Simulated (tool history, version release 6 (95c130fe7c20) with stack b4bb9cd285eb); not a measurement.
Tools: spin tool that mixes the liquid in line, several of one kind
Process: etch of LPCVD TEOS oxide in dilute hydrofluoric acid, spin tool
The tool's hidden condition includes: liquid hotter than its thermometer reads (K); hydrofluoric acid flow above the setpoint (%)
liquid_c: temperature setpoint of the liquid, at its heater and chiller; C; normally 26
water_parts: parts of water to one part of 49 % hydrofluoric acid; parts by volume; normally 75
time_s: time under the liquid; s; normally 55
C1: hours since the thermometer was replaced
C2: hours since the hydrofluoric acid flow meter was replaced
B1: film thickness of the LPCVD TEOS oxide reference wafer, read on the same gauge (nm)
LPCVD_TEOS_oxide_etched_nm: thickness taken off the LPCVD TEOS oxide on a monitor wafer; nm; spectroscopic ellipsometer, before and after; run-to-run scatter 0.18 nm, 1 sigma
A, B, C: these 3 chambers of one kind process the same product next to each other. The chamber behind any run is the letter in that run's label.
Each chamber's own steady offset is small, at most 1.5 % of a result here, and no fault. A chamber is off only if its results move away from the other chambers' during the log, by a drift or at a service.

{"run": "1B", "day": 0.483, "liquid_c": 26, "water_parts": 75, "time_s": 55, "C1": 779.2, "C2": 178.7, "B1": 80.012, "LPCVD_TEOS_oxide_etched_nm": 36.11}
{"run": "2C", "day": 0.917, "liquid_c": 26, "water_parts": 75, "time_s": 55, "C1": 1489.0, "C2": 525.6, "B1": 80.009, "LPCVD_TEOS_oxide_etched_nm": 35.628}
{"run": "3A", "day": 1.217, "liquid_c": 26, "water_parts": 75, "time_s": 55, "C1": 846.8, "C2": 275.4, "B1": 80.055, "LPCVD_TEOS_oxide_etched_nm": 36.282}
{"run": "4A", "day": 1.721, "liquid_c": 26, "water_parts": 75, "time_s": 55, "C1": 858.9, "C2": 287.5, "B1": 79.967, "LPCVD_TEOS_oxide_etched_nm": 35.882}
{"run": "5C", "day": 2.183, "liquid_c": 26, "water_parts": 75, "time_s": 55, "C1": 1519.4, "C2": 556.0, "B1": 79.995, "LPCVD_TEOS_oxide_etched_nm": 35.876}
{"run": "6B", "day": 2.638, "liquid_c": 26, "water_parts": 75, "time_s": 55, "C1": 830.9, "C2": 230.4, "B1": 79.989, "LPCVD_TEOS_oxide_etched_nm": 36.211}
{"run": "7B", "day": 3.117, "liquid_c": 26, "water_parts": 75, "time_s": 55, "C1": 842.4, "C2": 241.9, "B1": 79.982, "LPCVD_TEOS_oxide_etched_nm": 36.449}
{"run": "8A", "day": 3.471, "liquid_c": 26, "water_parts": 75, "time_s": 55, "C1": 900.9, "C2": 329.5, "B1": 80.001, "LPCVD_TEOS_oxide_etched_nm": 36.45}
{"run": "9C", "day": 3.95, "liquid_c": 26, "water_parts": 75, "time_s": 55, "C1": 1561.8, "C2": 598.4, "B1": 79.982, "LPCVD_TEOS_oxide_etched_nm": 35.815}
{"run": "10A", "day": 4.238, "liquid_c": 26, "water_parts": 75, "time_s": 55, "C1": 919.3, "C2": 347.9, "B1": 80.005, "LPCVD_TEOS_oxide_etched_nm": 36.786}
{"run": "11B", "day": 4.621, "liquid_c": 26, "water_parts": 75, "time_s": 55, "C1": 878.5, "C2": 278.0, "B1": 79.976, "LPCVD_TEOS_oxide_etched_nm": 36.398}
{"run": "12C", "day": 4.85, "liquid_c": 26, "water_parts": 75, "time_s": 55, "C1": 1583.4, "C2": 620.0, "B1": 80.003, "LPCVD_TEOS_oxide_etched_nm": 35.866}
{"run": "13A", "day": 5.092, "liquid_c": 26, "water_parts": 45, "time_s": 35, "C1": 939.8, "C2": 368.4, "B1": 79.984, "LPCVD_TEOS_oxide_etched_nm": 40.671}
{"run": "14B", "day": 5.475, "liquid_c": 26, "water_parts": 45, "time_s": 35, "C1": 899.0, "C2": 298.5, "B1": 79.988, "LPCVD_TEOS_oxide_etched_nm": 39.814}
{"run": "15C", "day": 5.896, "liquid_c": 26, "water_parts": 45, "time_s": 35, "C1": 1608.5, "C2": 645.1, "B1": 80.006, "LPCVD_TEOS_oxide_etched_nm": 39.495}
{"run": "16C", "day": 6.117, "liquid_c": 26, "water_parts": 75, "time_s": 55, "C1": 1613.8, "C2": 650.4, "B1": 80.033, "LPCVD_TEOS_oxide_etched_nm": 35.846}
{"run": "17B", "day": 6.342, "liquid_c": 26, "water_parts": 75, "time_s": 55, "C1": 919.8, "C2": 319.3, "B1": 80.009, "LPCVD_TEOS_oxide_etched_nm": 36.251}
{"run": "18A", "day": 6.608, "liquid_c": 26, "water_parts": 75, "time_s": 55, "C1": 976.2, "C2": 404.8, "B1": 79.997, "LPCVD_TEOS_oxide_etched_nm": 37.291}
{"run": "19A", "day": 7.058, "liquid_c": 26, "water_parts": 75, "time_s": 55, "C1": 987.0, "C2": 415.6, "B1": 80.032, "LPCVD_TEOS_oxide_etched_nm": 37.366}
{"run": "20C", "day": 7.496, "liquid_c": 26, "water_parts": 75, "time_s": 55, "C1": 1646.9, "C2": 683.5, "B1": 79.987, "LPCVD_TEOS_oxide_etched_nm": 36.022}
{"run": "21B", "day": 7.729, "liquid_c": 26, "water_parts": 75, "time_s": 55, "C1": 953.1, "C2": 352.6, "B1": 80.029, "LPCVD_TEOS_oxide_etched_nm": 36.441}
{"run": "22C", "day": 8.075, "liquid_c": 26, "water_parts": 75, "time_s": 55, "C1": 1660.8, "C2": 697.4, "B1": 80.031, "LPCVD_TEOS_oxide_etched_nm": 35.677}
{"run": "23A", "day": 8.425, "liquid_c": 21, "water_parts": 95, "time_s": 55, "C1": 1019.8, "C2": 448.4, "B1": 80.02, "LPCVD_TEOS_oxide_etched_nm": 23.848}

Predict what each chamber gives when all 3 of them run the settings below next.
{"run": "24A", "day": 8.792, "liquid_c": 26, "water_parts": 75, "time_s": 55, "LPCVD_TEOS_oxide_etched_nm": "?"}
{"run": "24B", "day": 8.792, "liquid_c": 26, "water_parts": 75, "time_s": 55, "LPCVD_TEOS_oxide_etched_nm": "?"}
{"run": "24C", "day": 8.792, "liquid_c": 26, "water_parts": 75, "time_s": 55, "LPCVD_TEOS_oxide_etched_nm": "?"}

run=24A LPCVD_TEOS_oxide_etched_nm=37.595
run=24B LPCVD_TEOS_oxide_etched_nm=36.389
run=24C LPCVD_TEOS_oxide_etched_nm=35.961

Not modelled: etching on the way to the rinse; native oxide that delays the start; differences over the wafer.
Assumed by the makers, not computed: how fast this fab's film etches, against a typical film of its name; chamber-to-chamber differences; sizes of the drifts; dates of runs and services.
